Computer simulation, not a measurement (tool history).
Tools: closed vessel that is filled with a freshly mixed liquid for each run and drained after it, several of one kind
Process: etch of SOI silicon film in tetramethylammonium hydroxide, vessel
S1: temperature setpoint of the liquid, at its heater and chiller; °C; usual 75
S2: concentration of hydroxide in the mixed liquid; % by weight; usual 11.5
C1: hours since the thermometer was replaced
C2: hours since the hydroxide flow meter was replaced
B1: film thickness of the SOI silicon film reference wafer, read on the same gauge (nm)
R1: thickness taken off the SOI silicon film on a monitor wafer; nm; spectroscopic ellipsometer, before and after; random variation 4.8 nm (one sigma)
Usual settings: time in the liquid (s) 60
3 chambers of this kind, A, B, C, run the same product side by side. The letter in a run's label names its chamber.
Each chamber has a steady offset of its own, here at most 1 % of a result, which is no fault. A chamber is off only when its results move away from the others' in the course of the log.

{"run": "1A", "hour": 12.6, "S1": 75, "S2": 11.5, "time in the liquid (s)": 60, "C1": 494.8, "C2": 818.4, "B1": 120.01, "R1": 532.76}
{"run": "2C", "hour": 25.5, "S1": 75, "S2": 11.5, "time in the liquid (s)": 60, "C1": 443.4, "C2": 845, "B1": 120.03, "R1": 537.98}
{"run": "3B", "hour": 38.1, "S1": 75, "S2": 11.5, "time in the liquid (s)": 60, "C1": 664.4, "C2": 578.2, "B1": 119.95, "R1": 539.27}
{"run": "4C", "hour": 51.1, "S1": 75, "S2": 11.5, "time in the liquid (s)": 60, "C1": 469, "C2": 870.6, "B1": 119.96, "R1": 537.16}
{"run": "5B", "hour": 59.0, "S1": 69, "S2": 11.5, "time in the liquid (s)": 60, "C1": 685.3, "C2": 599.1, "B1": 119.99, "R1": 368.66}
{"run": "6A", "hour": 66.8, "S1": 69, "S2": 11.5, "time in the liquid (s)": 60, "C1": 549, "C2": 872.6, "B1": 120, "R1": 373.85}
{"run": "7B", "hour": 77.7, "S1": 69, "S2": 11.5, "time in the liquid (s)": 60, "C1": 704, "C2": 617.8, "B1": 120.02, "R1": 367.7}
{"run": "8C", "hour": 85.1, "S1": 75, "S2": 11.5, "time in the liquid (s)": 60, "C1": 503, "C2": 904.6, "B1": 119.98, "R1": 542.56}
{"run": "9A", "hour": 92.5, "S1": 75, "S2": 11.5, "time in the liquid (s)": 60, "C1": 574.7, "C2": 898.3, "B1": 120.04, "R1": 539.32}
{"run": "10B", "hour": 104.6, "S1": 75, "S2": 11.5, "time in the liquid (s)": 60, "C1": 730.9, "C2": 644.7, "B1": 119.99, "R1": 524.06}
{"run": "11C", "hour": 115.1, "S1": 75, "S2": 11.5, "time in the liquid (s)": 60, "C1": 533, "C2": 934.6, "B1": 120.02, "R1": 542.74}
{"run": "12A", "hour": 123.9, "S1": 75, "S2": 11.5, "time in the liquid (s)": 60, "C1": 606.1, "C2": 929.7, "B1": 119.95, "R1": 539.99}
{"run": "13A", "hour": 131.4, "S1": 75, "S2": 8.5, "time in the liquid (s)": 80, "C1": 613.6, "C2": 937.2, "B1": 119.97, "R1": 796.65}
{"run": "14B", "hour": 144.8, "S1": 75, "S2": 8.5, "time in the liquid (s)": 80, "C1": 771.1, "C2": 684.9, "B1": 120.05, "R1": 766.44}
{"run": "15C", "hour": 153.8, "S1": 75, "S2": 8.5, "time in the liquid (s)": 80, "C1": 571.7, "C2": 973.3, "B1": 120.01, "R1": 801.8}
{"run": "16A", "hour": 164.1, "S1": 75, "S2": 11.5, "time in the liquid (s)": 60, "C1": 646.3, "C2": 969.9, "B1": 120, "R1": 532.74}
{"run": "17C", "hour": 171.3, "S1": 75, "S2": 11.5, "time in the liquid (s)": 60, "C1": 589.2, "C2": 990.8, "B1": 120, "R1": 547.6}
{"run": "18B", "hour": 184.5, "S1": 68, "S2": 11.5, "time in the liquid (s)": 75, "C1": 810.8, "C2": 724.6, "B1": 120.01, "R1": 420.38}
{"run": "19A", "hour": 191.2, "S1": 68, "S2": 11.5, "time in the liquid (s)": 75, "C1": 673.4, "C2": 997, "B1": 120.01, "R1": 438.73}
{"run": "20B", "hour": 198.8, "S1": 68, "S2": 11.5, "time in the liquid (s)": 75, "C1": 825.1, "C2": 738.9, "B1": 119.97, "R1": 420.7}
{"run": "21C", "hour": 205.0, "S1": 75, "S2": 11.5, "time in the liquid (s)": 60, "C1": 622.9, "C2": 1024.5, "B1": 120, "R1": 535.89}
{"run": "22B", "hour": 214.9, "S1": 75, "S2": 11.5, "time in the liquid (s)": 60, "C1": 841.2, "C2": 755, "B1": 119.99, "R1": 509.87}
{"run": "23A", "hour": 225.2, "S1": 75, "S2": 11.5, "time in the liquid (s)": 60, "C1": 707.4, "C2": 1031, "B1": 120.01, "R1": 541.88}
{"run": "24C", "hour": 233.6, "S1": 75, "S2": 11.5, "time in the liquid (s)": 60, "C1": 651.5, "C2": 1053.1, "B1": 120.01, "R1": 541.41}
{"run": "25C", "hour": 246.4, "S1": 75, "S2": 11.5, "time in the liquid (s)": 60, "C1": 664.3, "C2": 1065.9, "B1": 120.04, "R1": 540.16}
{"run": "26A", "hour": 256.7, "S1": 75, "S2": 11.5, "time in the liquid (s)": 60, "C1": 738.9, "C2": 1062.5, "B1": 120, "R1": 535.29}
{"run": "27B", "hour": 269.1, "S1": 75, "S2": 11.5, "time in the liquid (s)": 60, "C1": 895.4, "C2": 809.2, "B1": 119.96, "R1": 499.85}
{"run": "28C", "hour": 278.7, "S1": 75, "S2": 11.5, "time in the liquid (s)": 60, "C1": 696.6, "C2": 1098.2, "B1": 120.01, "R1": 543.84}
{"run": "29A", "hour": 286.4, "S1": 75, "S2": 11.5, "time in the liquid (s)": 90, "C1": 768.6, "C2": 1092.2, "B1": 120.03, "R1": 802.54}
{"run": "30B", "hour": 297.4, "S1": 75, "S2": 11.5, "time in the liquid (s)": 90, "C1": 923.7, "C2": 837.5, "B1": 119.95, "R1": 732.82}
{"run": "31C", "hour": 306.3, "S1": 75, "S2": 11.5, "time in the liquid (s)": 90, "C1": 724.2, "C2": 1125.8, "B1": 119.97, "R1": 819.29}
{"run": "32B", "hour": 318.2, "S1": 75, "S2": 11.5, "time in the liquid (s)": 60, "C1": 944.5, "C2": 858.3, "B1": 120, "R1": 489.42}
{"run": "33A", "hour": 331.0, "S1": 75, "S2": 11.5, "time in the liquid (s)": 60, "C1": 813.2, "C2": 1136.8, "B1": 120.02, "R1": 536.65}
{"run": "34C", "hour": 343.5, "S1": 75, "S2": 11.5, "time in the liquid (s)": 60, "C1": 761.4, "C2": 1163, "B1": 119.98, "R1": 541.72}
{"run": "35B", "hour": 355.7, "S1": 75, "S2": 11.5, "time in the liquid (s)": 60, "C1": 982, "C2": 895.8, "B1": 119.98, "R1": 481.29}

What goes on in this fleet: one chamber off, a drifting gauge, or nothing beyond the chambers' own small offsets? Name the chamber and the cause, if any.

Chamber B drifts away from the others.
Cause: liquid colder than its thermometer reads (K) = 1.73.

Here are 4 candidates for chamber B's next run, each the usual settings with a change, their results left as question marks. Which one brings its results back in line with what the others give on the usual settings?
In line means no further than this from the other chambers' mean on the usual settings: R1 17 nm
{"run": "36B-1", "hour": 365.5, "S1": 75.5, "S2": 11.5, "time in the liquid (s)": 60, "R1": "?"}
{"run": "36B-2", "hour": 365.5, "S1": 75, "S2": 11.5, "time in the liquid (s)": 55, "R1": "?"}
{"run": "36B-3", "hour": 365.5, "S1": 74.5, "S2": 11.5, "time in the liquid (s)": 60, "R1": "?"}
{"run": "36B-4", "hour": 365.5, "S1": 76.5, "S2": 11.5, "time in the liquid (s)": 60, "R1": "?"}

The other chambers' mean on the usual settings: R1 536.28 nm
run=36B-1 R1=502.47
run=36B-2 R1=447.28
run=36B-3 R1=473.8
run=36B-4 R1=532.39
36B-4 brings the chamber back in line.
